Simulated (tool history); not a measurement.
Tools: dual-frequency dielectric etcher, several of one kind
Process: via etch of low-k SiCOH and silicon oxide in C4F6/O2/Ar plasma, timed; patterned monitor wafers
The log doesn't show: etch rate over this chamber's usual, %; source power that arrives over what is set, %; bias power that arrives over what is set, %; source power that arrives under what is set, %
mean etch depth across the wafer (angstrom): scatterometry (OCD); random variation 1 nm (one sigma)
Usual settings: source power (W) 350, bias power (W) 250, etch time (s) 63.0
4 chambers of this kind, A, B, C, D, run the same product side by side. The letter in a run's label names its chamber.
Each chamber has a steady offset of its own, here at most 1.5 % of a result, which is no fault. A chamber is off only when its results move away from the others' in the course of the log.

run	day	source power (W)	bias power (W)	etch time (s)	hours since the last wet clean	hours since the last source power generator calibration	hours since the last bias power generator calibration	read-back reference wafer on the same gauge, depth_nm	mean etch depth across the wafer (angstrom)
1D	0.379	350	250	63.0	66.1	1963.3	77.4	180.14	1853.6
2C	0.671	350	250	63.0	302.0	3424.5	2010.9	179.92	1832.5
3A	1.029	350	250	63.0	361.9	571.4	754.1	179.85	1868.6
4B	1.508	350	250	63.0	159.8	58.8	1007.9	180.18	1862.2
5A	1.742	350	250	63.0	379.0	588.5	771.2	180.04	1867.6
6B	2.104	350	250	63.0	174.1	73.1	1022.2	179.79	1865.1
7C	2.404	350	250	63.0	343.6	3466.1	2052.5	179.94	1846.4
8D	2.725	350	293	54.5	122.4	2019.6	133.7	179.70	1684.6
9A	3.208	350	293	54.5	414.2	623.7	806.4	180.21	1702.7
10C	3.529	350	293	54.5	370.6	3493.1	2079.5	180.08	1702.5
11B	3.846	350	293	54.5	215.9	114.9	1064.0	180.04	1684.8
12D	4.083	350	250	63.0	155.0	2052.2	166.3	180.06	1851.5
13B	4.342	350	250	63.0	227.8	126.8	1075.9	180.28	1860.7
# day 4.633: chamber A: wet clean of the chamber
14C	4.754	350	250	63.0	400.0	3522.5	2108.9	179.91	1840.5
15D	5.062	350	250	63.0	178.5	2075.7	189.8	179.90	1852.6
16A	5.492	350	250	63.0	20.6	678.5	861.2	180.04	1859.8
17C	5.929	350	250	63.0	428.2	3550.7	2137.1	180.06	1827.5
18B	6.338	350	250	63.0	275.7	174.7	1123.8	179.87	1886.9
19A	6.704	350	221	63.0	49.7	707.6	890.3	180.22	1788.1
20D	6.950	350	221	63.0	223.8	2121.0	235.1	180.15	1783.8
21B	7.183	350	221	63.0	296.0	195.0	1144.1	180.04	1793.4
22D	7.467	350	221	63.0	236.2	2133.4	247.5	179.91	1775.1
23A	7.808	350	250	63.0	76.2	734.1	916.8	179.95	1882.1
24C	8.133	350	250	63.0	481.1	3603.6	2190.0	180.15	1853.3
25D	8.508	350	250	63.0	261.2	2158.4	272.5	179.86	1857.0
26B	8.792	350	250	63.0	334.6	233.6	1182.7	180.03	1883.6
27C	9.138	350	250	63.0	505.2	3627.7	2214.1	179.97	1847.2
28A	9.371	350	250	63.0	113.7	771.6	954.3	180.18	1868.8
29A	9.596	350	250	63.0	119.1	777.0	959.7	179.93	1864.9
30D	10.008	350	284	75.5	297.2	2194.4	308.5	180.10	2341.1
31B	10.512	350	284	75.5	375.9	274.9	1224.0	180.02	2371.5
32C	10.888	350	284	75.5	547.2	3669.7	2256.1	180.11	2320.7
33D	11.342	350	284	75.5	329.2	2226.4	340.5	179.92	2345.7
34C	11.800	350	250	63.0	569.1	3691.6	2278.0	179.93	1853.2
35B	12.300	350	250	63.0	418.8	317.8	1266.9	180.02	1923.7
36A	12.733	350	250	63.0	194.4	852.3	1035.0	179.88	1860.4
37A	13.029	350	250	63.0	201.5	859.4	1042.1	179.70	1863.7
38B	13.492	350	250	63.0	447.4	346.4	1295.5	180.02	1961.8
39C	13.762	350	250	63.0	616.2	3738.7	2325.1	180.00	1858.5
40D	14.221	350	250	63.0	398.3	2295.5	409.6	180.07	1850.6
41A	14.579	320	250	63.0	238.7	896.6	1079.3	180.11	1805.5
42B	14.888	320	250	63.0	480.9	379.9	1329.0	179.80	1888.3
# day 15.117: chamber C: wet clean of the chamber
43D	15.246	320	250	63.0	422.9	2320.1	434.2	179.89	1812.3
44C	15.633	320	250	63.0	12.5	3783.6	2370.0	180.06	1800.7

Is one chamber off against the others, does the gauge drift, or is nothing wrong? If a chamber is off, say which, and what the likeliest cause is.

Chamber B drifts away from the others.
Cause: etch rate over this chamber's usual, % = 5.01.

Here are 4 candidates for chamber B's next run, each the usual settings with a change, their results left as question marks. Which one brings its results back in line with what the others give on the usual settings?
In line means no further than this from the other chambers' mean on the usual settings: mean etch depth across the wafer (angstrom) 35.0
45B-1	15.996	360	250	68.0					?
45B-2	15.996	350	285	63.0					?
45B-3	15.996	350	250	60.0					?
45B-4	15.996	340	246	58.5					?

The other chambers' mean on the usual settings: mean etch depth across the wafer (angstrom) 1863.0
run	mean etch depth across the wafer (angstrom)
45B-1	2129.2
45B-2	2041.7
45B-3	1859.0
45B-4	1783.1
45B-3 brings the chamber back in line.
